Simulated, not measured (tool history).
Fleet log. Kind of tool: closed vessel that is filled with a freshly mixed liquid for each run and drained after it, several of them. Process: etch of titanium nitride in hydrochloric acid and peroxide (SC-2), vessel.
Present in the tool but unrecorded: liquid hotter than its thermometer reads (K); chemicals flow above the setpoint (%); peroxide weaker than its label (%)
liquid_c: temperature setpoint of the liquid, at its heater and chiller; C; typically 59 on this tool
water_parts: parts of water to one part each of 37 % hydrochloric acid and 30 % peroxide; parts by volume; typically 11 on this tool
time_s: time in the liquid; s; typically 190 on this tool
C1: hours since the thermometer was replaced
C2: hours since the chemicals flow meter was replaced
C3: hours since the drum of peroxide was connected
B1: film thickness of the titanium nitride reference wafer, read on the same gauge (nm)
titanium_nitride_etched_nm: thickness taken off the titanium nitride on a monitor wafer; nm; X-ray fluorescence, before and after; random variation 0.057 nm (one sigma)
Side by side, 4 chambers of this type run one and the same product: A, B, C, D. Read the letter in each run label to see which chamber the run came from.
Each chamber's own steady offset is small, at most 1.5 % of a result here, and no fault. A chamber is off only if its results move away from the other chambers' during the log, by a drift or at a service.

{"hour": 9.0, "done": "chamber A: chemicals flow meter replaced"}
{"run": "1C", "hour": 9.6, "liquid_c": 59, "water_parts": 11, "time_s": 190, "C1": 835, "C2": 666.4, "C3": 550.6, "B1": 49.987, "titanium_nitride_etched_nm": 10.429}
{"run": "2D", "hour": 23.1, "liquid_c": 59, "water_parts": 11, "time_s": 190, "C1": 1048.2, "C2": 627.9, "C3": 131.3, "B1": 50, "titanium_nitride_etched_nm": 10.531}
{"run": "3B", "hour": 29.7, "liquid_c": 59, "water_parts": 11, "time_s": 190, "C1": 40.4, "C2": 749.3, "C3": 925.6, "B1": 49.993, "titanium_nitride_etched_nm": 10.458}
{"run": "4A", "hour": 37.5, "liquid_c": 59, "water_parts": 11, "time_s": 190, "C1": 456.3, "C2": 28.5, "C3": 446.5, "B1": 50.012, "titanium_nitride_etched_nm": 10.468}
{"run": "5B", "hour": 45.4, "liquid_c": 59, "water_parts": 11, "time_s": 190, "C1": 56.1, "C2": 765, "C3": 941.3, "B1": 49.98, "titanium_nitride_etched_nm": 10.602}
{"run": "6A", "hour": 59.0, "liquid_c": 59, "water_parts": 11, "time_s": 190, "C1": 477.8, "C2": 50, "C3": 468, "B1": 50.022, "titanium_nitride_etched_nm": 10.492}
{"run": "7D", "hour": 65.4, "liquid_c": 59, "water_parts": 11, "time_s": 190, "C1": 1090.5, "C2": 670.2, "C3": 173.6, "B1": 49.96, "titanium_nitride_etched_nm": 10.561}
{"run": "8C", "hour": 75.3, "liquid_c": 59, "water_parts": 11, "time_s": 140, "C1": 900.7, "C2": 732.1, "C3": 616.3, "B1": 50.031, "titanium_nitride_etched_nm": 7.8026}
{"run": "9D", "hour": 83.4, "liquid_c": 59, "water_parts": 11, "time_s": 140, "C1": 1108.5, "C2": 688.2, "C3": 191.6, "B1": 50.02, "titanium_nitride_etched_nm": 7.8295}
{"run": "10B", "hour": 93.2, "liquid_c": 59, "water_parts": 11, "time_s": 140, "C1": 103.9, "C2": 812.8, "C3": 989.1, "B1": 49.991, "titanium_nitride_etched_nm": 7.8149}
{"run": "11A", "hour": 104.6, "liquid_c": 59, "water_parts": 11, "time_s": 140, "C1": 523.4, "C2": 95.6, "C3": 513.6, "B1": 49.989, "titanium_nitride_etched_nm": 7.7153}
{"run": "12C", "hour": 112.0, "liquid_c": 59, "water_parts": 11, "time_s": 190, "C1": 937.4, "C2": 768.8, "C3": 653, "B1": 50, "titanium_nitride_etched_nm": 10.499}
{"run": "13C", "hour": 119.9, "liquid_c": 59, "water_parts": 11, "time_s": 190, "C1": 945.3, "C2": 776.7, "C3": 660.9, "B1": 50.028, "titanium_nitride_etched_nm": 10.518}
{"run": "14B", "hour": 128.2, "liquid_c": 59, "water_parts": 11, "time_s": 190, "C1": 138.9, "C2": 847.8, "C3": 1024.1, "B1": 50.011, "titanium_nitride_etched_nm": 10.639}
{"run": "15D", "hour": 142.1, "liquid_c": 59, "water_parts": 11, "time_s": 190, "C1": 1167.2, "C2": 746.9, "C3": 250.3, "B1": 50.01, "titanium_nitride_etched_nm": 10.588}
{"run": "16A", "hour": 153.5, "liquid_c": 64, "water_parts": 11, "time_s": 190, "C1": 572.3, "C2": 144.5, "C3": 562.5, "B1": 49.988, "titanium_nitride_etched_nm": 14.53}
{"run": "17D", "hour": 162.1, "liquid_c": 64, "water_parts": 11, "time_s": 190, "C1": 1187.2, "C2": 766.9, "C3": 270.3, "B1": 50.013, "titanium_nitride_etched_nm": 14.564}
{"run": "18C", "hour": 176.2, "liquid_c": 64, "water_parts": 11, "time_s": 190, "C1": 1001.6, "C2": 833, "C3": 717.2, "B1": 49.992, "titanium_nitride_etched_nm": 14.304}
{"run": "19B", "hour": 189.6, "liquid_c": 64, "water_parts": 11, "time_s": 190, "C1": 200.3, "C2": 909.2, "C3": 1085.5, "B1": 49.991, "titanium_nitride_etched_nm": 14.884}
{"hour": 197.3, "done": "chamber C: new drum of peroxide connected"}
{"run": "20A", "hour": 200.6, "liquid_c": 64.5, "water_parts": 11, "time_s": 150, "C1": 619.4, "C2": 191.6, "C3": 609.6, "B1": 49.998, "titanium_nitride_etched_nm": 11.616}
{"run": "21C", "hour": 209.9, "liquid_c": 64.5, "water_parts": 11, "time_s": 150, "C1": 1035.3, "C2": 866.7, "C3": 12.7, "B1": 50.031, "titanium_nitride_etched_nm": 11.731}
{"run": "22A", "hour": 223.5, "liquid_c": 64.5, "water_parts": 11, "time_s": 150, "C1": 642.3, "C2": 214.5, "C3": 632.5, "B1": 49.99, "titanium_nitride_etched_nm": 11.747}
{"run": "23D", "hour": 230.9, "liquid_c": 64.5, "water_parts": 11, "time_s": 150, "C1": 1256, "C2": 835.7, "C3": 339.1, "B1": 50.027, "titanium_nitride_etched_nm": 11.741}
{"run": "24B", "hour": 242.3, "liquid_c": 59, "water_parts": 11, "time_s": 190, "C1": 253, "C2": 961.9, "C3": 1138.2, "B1": 49.977, "titanium_nitride_etched_nm": 11.084}
{"run": "25A", "hour": 254.2, "liquid_c": 59, "water_parts": 11, "time_s": 190, "C1": 673, "C2": 245.2, "C3": 663.2, "B1": 50.011, "titanium_nitride_etched_nm": 10.435}
{"run": "26C", "hour": 264.4, "liquid_c": 59, "water_parts": 11, "time_s": 190, "C1": 1089.8, "C2": 921.2, "C3": 67.2, "B1": 49.972, "titanium_nitride_etched_nm": 10.471}
{"run": "27D", "hour": 271.7, "liquid_c": 59, "water_parts": 11, "time_s": 190, "C1": 1296.8, "C2": 876.5, "C3": 379.9, "B1": 50.033, "titanium_nitride_etched_nm": 10.718}
{"run": "28B", "hour": 278.9, "liquid_c": 62, "water_parts": 11, "time_s": 300, "C1": 289.6, "C2": 998.5, "C3": 1174.8, "B1": 49.999, "titanium_nitride_etched_nm": 21.378}
{"run": "29A", "hour": 288.9, "liquid_c": 62, "water_parts": 11, "time_s": 300, "C1": 707.7, "C2": 279.9, "C3": 697.9, "B1": 50.023, "titanium_nitride_etched_nm": 20.132}

The same settings go to every chamber for the next run, one line per chamber below. Forecast the results for each:
{"run": "30A", "hour": 299.1, "liquid_c": 59, "water_parts": 11, "time_s": 190, "titanium_nitride_etched_nm": "?"}
{"run": "30B", "hour": 299.1, "liquid_c": 59, "water_parts": 11, "time_s": 190, "titanium_nitride_etched_nm": "?"}
{"run": "30C", "hour": 299.1, "liquid_c": 59, "water_parts": 11, "time_s": 190, "titanium_nitride_etched_nm": "?"}
{"run": "30D", "hour": 299.1, "liquid_c": 59, "water_parts": 11, "time_s": 190, "titanium_nitride_etched_nm": "?"}

run=30A titanium_nitride_etched_nm=10.41
run=30B titanium_nitride_etched_nm=11.146
run=30C titanium_nitride_etched_nm=10.47
run=30D titanium_nitride_etched_nm=10.547
